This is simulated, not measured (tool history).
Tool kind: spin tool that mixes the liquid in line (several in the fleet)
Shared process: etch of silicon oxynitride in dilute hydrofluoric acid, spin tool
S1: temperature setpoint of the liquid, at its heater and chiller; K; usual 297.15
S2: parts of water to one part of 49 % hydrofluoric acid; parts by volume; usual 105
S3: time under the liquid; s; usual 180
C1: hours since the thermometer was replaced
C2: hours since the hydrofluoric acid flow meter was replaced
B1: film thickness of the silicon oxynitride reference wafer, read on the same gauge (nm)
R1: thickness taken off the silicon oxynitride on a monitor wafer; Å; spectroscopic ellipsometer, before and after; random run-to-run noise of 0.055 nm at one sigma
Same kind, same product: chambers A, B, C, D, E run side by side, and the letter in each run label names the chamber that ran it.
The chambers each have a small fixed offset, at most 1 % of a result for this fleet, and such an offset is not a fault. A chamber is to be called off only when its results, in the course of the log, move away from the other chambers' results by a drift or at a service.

Run 1E, day 0.354: usual settings; C1 1355.3; C2 306.2; B1 29.992. Result: R1 58.440 Å.
Run 2A, day 0.812: usual settings; C1 477.1; C2 1140.8; B1 30.002. Result: R1 58.296 Å.
Run 3C, day 1.329: usual settings; C1 1065.6; C2 146.4; B1 30.001. Result: R1 57.750 Å.
Run 4B, day 1.667: usual settings; C1 2063.1; C2 819.2; B1 30.019. Result: R1 58.001 Å.
Run 5D, day 2.308: usual settings; C1 1287.1; C2 75.1; B1 29.986. Result: R1 58.424 Å.
Run 6A, day 2.829: usual settings; C1 525.5; C2 1189.2; B1 29.997. Result: R1 57.561 Å.
Run 7D, day 3.362: usual settings; C1 1312.4; C2 100.4; B1 30.015. Result: R1 59.847 Å.
Run 8C, day 3.900: usual settings; C1 1127.3; C2 208.1; B1 30.021. Result: R1 58.573 Å.
Run 9E, day 4.321: usual settings; C1 1450.5; C2 401.4; B1 30.025. Result: R1 57.195 Å.
Run 10B, day 4.800: usual settings but S1 300.65 K, S2 140 parts by volume; C1 2138.3; C2 894.4; B1 29.992. Result: R1 50.605 Å.
Run 11D, day 5.121: usual settings but S1 300.65 K, S2 140 parts by volume; C1 1354.6; C2 142.6; B1 30.010. Result: R1 49.704 Å.
Run 12B, day 5.738: usual settings but S1 300.65 K, S2 140 parts by volume; C1 2160.8; C2 916.9; B1 30.019. Result: R1 50.098 Å.
Run 13E, day 6.217: usual settings but S1 300.65 K, S2 140 parts by volume; C1 1496.0; C2 446.9; B1 29.999. Result: R1 48.412 Å.
Run 14C, day 6.692: usual settings but S1 300.65 K, S2 140 parts by volume; C1 1194.3; C2 275.1; B1 29.995. Result: R1 49.904 Å.
Run 15A, day 7.112: usual settings; C1 628.3; C2 1292.0; B1 30.016. Result: R1 58.353 Å.
Run 16D, day 7.779: usual settings; C1 1418.4; C2 206.4; B1 30.000. Result: R1 58.754 Å.
Run 17E, day 8.429: usual settings; C1 1549.1; C2 500.0; B1 29.992. Result: R1 56.434 Å.
Run 18B, day 8.738: usual settings; C1 2232.8; C2 988.9; B1 29.998. Result: R1 58.269 Å.
Run 19C, day 9.329: usual settings; C1 1257.6; C2 338.4; B1 30.002. Result: R1 59.022 Å.
Run 20A, day 9.979: usual settings; C1 697.1; C2 1360.8; B1 29.994. Result: R1 56.082 Å.
Run 21C, day 10.338: usual settings; C1 1281.8; C2 362.6; B1 30.019. Result: R1 58.675 Å.
Run 22E, day 10.796: usual settings; C1 1605.9; C2 556.8; B1 29.998. Result: R1 57.743 Å.
At day 10.883: chamber D: thermometer replaced.
Run 23B, day 11.288: usual settings; C1 2294.0; C2 1050.1; B1 29.999. Result: R1 58.348 Å.
Run 24D, day 11.679: usual settings; C1 19.1; C2 300.0; B1 29.989. Result: R1 58.255 Å.
Run 25A, day 12.004: usual settings; C1 745.7; C2 1409.4; B1 30.008. Result: R1 55.632 Å.
Run 26E, day 12.538: usual settings; C1 1647.7; C2 598.6; B1 30.043. Result: R1 57.740 Å.
Run 27D, day 13.146: usual settings but S2 140 parts by volume, S3 245 s; C1 54.3; C2 335.2; B1 30.023. Result: R1 58.684 Å.
Run 28B, day 13.692: usual settings but S2 140 parts by volume, S3 245 s; C1 2351.7; C2 1107.8; B1 29.999. Result: R1 58.107 Å.
At day 14.271: chamber C: hydrofluoric acid flow meter replaced.
Run 29A, day 14.317: usual settings but S2 140 parts by volume, S3 245 s; C1 801.2; C2 1464.9; B1 29.987. Result: R1 52.453 Å.
Run 30C, day 14.946: usual settings but S2 140 parts by volume, S3 245 s; C1 1392.4; C2 16.2; B1 29.973. Result: R1 58.323 Å.
Run 31A, day 15.246: usual settings but S2 140 parts by volume, S3 245 s; C1 823.5; C2 1487.2; B1 30.010. Result: R1 53.321 Å.
Run 32B, day 15.612: usual settings; C1 2397.8; C2 1153.9; B1 30.001. Result: R1 57.645 Å.
Run 33C, day 16.029: usual settings but S2 90 parts by volume; C1 1418.4; C2 42.2; B1 29.999. Result: R1 69.475 Å.
Run 34E, day 16.362: usual settings but S2 90 parts by volume; C1 1739.5; C2 690.4; B1 30.020. Result: R1 67.947 Å.
Run 35D, day 17.012: usual settings but S2 90 parts by volume; C1 147.1; C2 428.0; B1 29.986. Result: R1 68.655 Å.
Run 36C, day 17.308: usual settings but S2 90 parts by volume; C1 1449.1; C2 72.9; B1 30.012. Result: R1 69.376 Å.

Has any chamber moved away from the others, gradually or after a service, or does the common gauge drift, or do the chambers differ only by their own small steady offsets? State the chamber and the most likely cause if one applies.

Little by little, chamber A moves away from the other chambers.
What lies behind it: liquid colder than its thermometer reads (K) = 2.33.
The log may not tell that from: hydrofluoric acid flow below the setpoint (%).

Which of the 4 candidates below, each the usual settings with something changed and its results left as question marks, puts chamber A back in line with what the other chambers give on the usual settings?
To be in line, a result may differ from the other chambers' mean on the usual settings by at most: R1 1.900 Å
Run 37A-1, day 17.796: usual settings but S1 296.65 K, S2 115 parts by volume. Result: R1 ?.
Run 37A-2, day 17.796: usual settings but S1 296.15 K. Result: R1 ?.
Run 37A-3, day 17.796: usual settings but S2 95 parts by volume. Result: R1 ?.
Run 37A-4, day 17.796: usual settings but S3 190 s. Result: R1 ?.

Usual-settings mean across the other chambers: R1 58.105 Å
  run      R1
37A-1  45.725
37A-2  49.263
37A-3  57.603
37A-4  54.573
37A-3 is the one that brings the chamber's results back in line with the other chambers.
